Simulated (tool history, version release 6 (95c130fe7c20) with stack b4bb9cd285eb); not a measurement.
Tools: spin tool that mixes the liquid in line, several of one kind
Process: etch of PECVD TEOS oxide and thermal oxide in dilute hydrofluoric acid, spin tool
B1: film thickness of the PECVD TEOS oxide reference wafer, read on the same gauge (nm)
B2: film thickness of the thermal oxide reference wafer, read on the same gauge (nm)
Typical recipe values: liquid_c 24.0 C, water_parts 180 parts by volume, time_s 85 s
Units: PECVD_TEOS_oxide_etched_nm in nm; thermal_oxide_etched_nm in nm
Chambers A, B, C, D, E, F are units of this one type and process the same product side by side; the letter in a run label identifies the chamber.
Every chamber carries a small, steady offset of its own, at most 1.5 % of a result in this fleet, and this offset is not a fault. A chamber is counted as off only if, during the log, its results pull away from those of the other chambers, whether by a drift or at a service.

-- hour=2.4 chamber E: hydrofluoric acid flow meter replaced
run 1C hour=6.5 | liquid_c=24.0 water_parts=180 time_s=85 | B1=80.008 B2=69.986 | PECVD_TEOS_oxide_etched_nm=7.6957 thermal_oxide_etched_nm=1.9553
run 2F hour=13.5 | liquid_c=24.0 water_parts=180 time_s=85 | B1=79.991 B2=69.982 | PECVD_TEOS_oxide_etched_nm=7.8032 thermal_oxide_etched_nm=2.0216
run 3D hour=22.5 | liquid_c=24.0 water_parts=180 time_s=85 | B1=80.005 B2=69.956 | PECVD_TEOS_oxide_etched_nm=7.7376 thermal_oxide_etched_nm=1.9772
run 4E hour=30.6 | liquid_c=24.0 water_parts=180 time_s=85 | B1=80.000 B2=69.973 | PECVD_TEOS_oxide_etched_nm=7.7154 thermal_oxide_etched_nm=1.9876
run 5A hour=41.4 | liquid_c=24.0 water_parts=180 time_s=85 | B1=80.004 B2=69.974 | PECVD_TEOS_oxide_etched_nm=7.7448 thermal_oxide_etched_nm=2.0044
run 6B hour=49.4 | liquid_c=24.0 water_parts=180 time_s=85 | B1=80.005 B2=70.022 | PECVD_TEOS_oxide_etched_nm=7.7819 thermal_oxide_etched_nm=1.9670
run 7D hour=59.8 | liquid_c=24.0 water_parts=180 time_s=85 | B1=79.986 B2=69.989 | PECVD_TEOS_oxide_etched_nm=7.7610 thermal_oxide_etched_nm=1.9755
run 8A hour=71.2 | liquid_c=24.0 water_parts=180 time_s=85 | B1=80.001 B2=69.991 | PECVD_TEOS_oxide_etched_nm=7.8052 thermal_oxide_etched_nm=1.9109
run 9C hour=81.1 | liquid_c=24.0 water_parts=180 time_s=85 | B1=80.002 B2=69.983 | PECVD_TEOS_oxide_etched_nm=7.6996 thermal_oxide_etched_nm=1.9823
run 10E hour=91.7 | liquid_c=24.0 water_parts=180 time_s=85 | B1=80.003 B2=69.959 | PECVD_TEOS_oxide_etched_nm=7.6985 thermal_oxide_etched_nm=2.0079
run 11F hour=98.1 | liquid_c=24.0 water_parts=180 time_s=85 | B1=80.003 B2=69.981 | PECVD_TEOS_oxide_etched_nm=7.7874 thermal_oxide_etched_nm=2.0264
run 12B hour=109.5 | liquid_c=24.0 water_parts=180 time_s=115 | B1=79.984 B2=69.981 | PECVD_TEOS_oxide_etched_nm=10.5070 thermal_oxide_etched_nm=2.7589
run 13F hour=119.0 | liquid_c=24.0 water_parts=180 time_s=115 | B1=80.001 B2=70.016 | PECVD_TEOS_oxide_etched_nm=10.5530 thermal_oxide_etched_nm=2.7028
-- hour=123.2 chamber D: thermometer replaced
run 14C hour=129.0 | liquid_c=24.0 water_parts=180 time_s=115 | B1=80.008 B2=70.067 | PECVD_TEOS_oxide_etched_nm=10.4340 thermal_oxide_etched_nm=2.6665
run 15B hour=139.4 | liquid_c=24.0 water_parts=180 time_s=115 | B1=80.008 B2=70.019 | PECVD_TEOS_oxide_etched_nm=10.5700 thermal_oxide_etched_nm=2.7596
run 16E hour=145.8 | liquid_c=24.0 water_parts=180 time_s=115 | B1=79.981 B2=70.008 | PECVD_TEOS_oxide_etched_nm=10.4160 thermal_oxide_etched_nm=2.6262
run 17A hour=153.7 | liquid_c=24.0 water_parts=180 time_s=115 | B1=79.989 B2=69.982 | PECVD_TEOS_oxide_etched_nm=10.5150 thermal_oxide_etched_nm=2.7406
-- hour=157.2 chamber A: thermometer replaced
run 18D hour=164.3 | liquid_c=24.0 water_parts=180 time_s=85 | B1=80.012 B2=69.972 | PECVD_TEOS_oxide_etched_nm=7.6895 thermal_oxide_etched_nm=1.9915
run 19C hour=176.8 | liquid_c=22.0 water_parts=180 time_s=125 | B1=80.013 B2=70.026 | PECVD_TEOS_oxide_etched_nm=10.5030 thermal_oxide_etched_nm=2.7428
run 20B hour=185.9 | liquid_c=22.0 water_parts=180 time_s=125 | B1=80.010 B2=70.012 | PECVD_TEOS_oxide_etched_nm=10.6530 thermal_oxide_etched_nm=2.8081
run 21A hour=195.8 | liquid_c=22.0 water_parts=180 time_s=125 | B1=80.002 B2=70.004 | PECVD_TEOS_oxide_etched_nm=10.6050 thermal_oxide_etched_nm=2.6994
run 22E hour=209.5 | liquid_c=22.0 water_parts=180 time_s=125 | B1=80.002 B2=69.994 | PECVD_TEOS_oxide_etched_nm=10.4520 thermal_oxide_etched_nm=2.6617
run 23D hour=222.2 | liquid_c=22.0 water_parts=180 time_s=125 | B1=80.005 B2=69.982 | PECVD_TEOS_oxide_etched_nm=10.5630 thermal_oxide_etched_nm=2.7799
run 24F hour=230.4 | liquid_c=22.0 water_parts=180 time_s=125 | B1=79.993 B2=70.066 | PECVD_TEOS_oxide_etched_nm=10.5450 thermal_oxide_etched_nm=2.6737
run 25A hour=238.8 | liquid_c=24.0 water_parts=180 time_s=85 | B1=80.011 B2=69.990 | PECVD_TEOS_oxide_etched_nm=7.7327 thermal_oxide_etched_nm=2.0299
run 26F hour=249.5 | liquid_c=24.0 water_parts=180 time_s=85 | B1=80.019 B2=70.029 | PECVD_TEOS_oxide_etched_nm=7.7372 thermal_oxide_etched_nm=1.9777
run 27E hour=257.4 | liquid_c=24.0 water_parts=180 time_s=85 | B1=80.000 B2=69.993 | PECVD_TEOS_oxide_etched_nm=7.7319 thermal_oxide_etched_nm=2.0110
run 28C hour=265.8 | liquid_c=24.0 water_parts=180 time_s=85 | B1=79.992 B2=70.012 | PECVD_TEOS_oxide_etched_nm=7.7076 thermal_oxide_etched_nm=2.0171
run 29D hour=274.3 | liquid_c=24.0 water_parts=180 time_s=85 | B1=80.004 B2=70.025 | PECVD_TEOS_oxide_etched_nm=7.7612 thermal_oxide_etched_nm=1.9993
run 30B hour=285.5 | liquid_c=24.0 water_parts=180 time_s=85 | B1=79.998 B2=69.993 | PECVD_TEOS_oxide_etched_nm=7.7829 thermal_oxide_etched_nm=1.9803
-- hour=293.4 chamber F: hydrofluoric acid flow meter replaced
run 31B hour=299.8 | liquid_c=24.0 water_parts=180 time_s=55 | B1=80.008 B2=70.003 | PECVD_TEOS_oxide_etched_nm=5.0504 thermal_oxide_etched_nm=1.2380
run 32C hour=307.4 | liquid_c=24.0 water_parts=180 time_s=55 | B1=80.005 B2=70.022 | PECVD_TEOS_oxide_etched_nm=5.0165 thermal_oxide_etched_nm=1.2595
run 33A hour=317.0 | liquid_c=24.0 water_parts=180 time_s=55 | B1=79.996 B2=69.958 | PECVD_TEOS_oxide_etched_nm=5.0318 thermal_oxide_etched_nm=1.2915
run 34E hour=327.9 | liquid_c=24.0 water_parts=180 time_s=55 | B1=80.007 B2=70.005 | PECVD_TEOS_oxide_etched_nm=4.9375 thermal_oxide_etched_nm=1.2520
run 35D hour=340.7 | liquid_c=24.0 water_parts=180 time_s=55 | B1=80.011 B2=70.010 | PECVD_TEOS_oxide_etched_nm=5.0237 thermal_oxide_etched_nm=1.2454
run 36F hour=351.6 | liquid_c=24.0 water_parts=180 time_s=55 | B1=79.994 B2=69.965 | PECVD_TEOS_oxide_etched_nm=5.0483 thermal_oxide_etched_nm=1.2905
run 37F hour=364.3 | liquid_c=24.0 water_parts=180 time_s=85 | B1=79.979 B2=70.048 | PECVD_TEOS_oxide_etched_nm=7.7389 thermal_oxide_etched_nm=1.9743

Next, every chamber runs the same settings. What will each give?
run 38A hour=374.5 | liquid_c=27.5 water_parts=180 time_s=85 | PECVD_TEOS_oxide_etched_nm=? thermal_oxide_etched_nm=?
run 38B hour=374.5 | liquid_c=27.5 water_parts=180 time_s=85 | PECVD_TEOS_oxide_etched_nm=? thermal_oxide_etched_nm=?
run 38C hour=374.5 | liquid_c=27.5 water_parts=180 time_s=85 | PECVD_TEOS_oxide_etched_nm=? thermal_oxide_etched_nm=?
run 38D hour=374.5 | liquid_c=27.5 water_parts=180 time_s=85 | PECVD_TEOS_oxide_etched_nm=? thermal_oxide_etched_nm=?
run 38E hour=374.5 | liquid_c=27.5 water_parts=180 time_s=85 | PECVD_TEOS_oxide_etched_nm=? thermal_oxide_etched_nm=?
run 38F hour=374.5 | liquid_c=27.5 water_parts=180 time_s=85 | PECVD_TEOS_oxide_etched_nm=? thermal_oxide_etched_nm=?

run=38A PECVD_TEOS_oxide_etched_nm=8.8594 thermal_oxide_etched_nm=2.2098
run=38B PECVD_TEOS_oxide_etched_nm=8.8627 thermal_oxide_etched_nm=2.3148
run=38C PECVD_TEOS_oxide_etched_nm=8.8307 thermal_oxide_etched_nm=2.1864
run=38D PECVD_TEOS_oxide_etched_nm=8.8156 thermal_oxide_etched_nm=2.2825
run=38E PECVD_TEOS_oxide_etched_nm=8.7842 thermal_oxide_etched_nm=2.3442
run=38F PECVD_TEOS_oxide_etched_nm=8.7675 thermal_oxide_etched_nm=2.2955
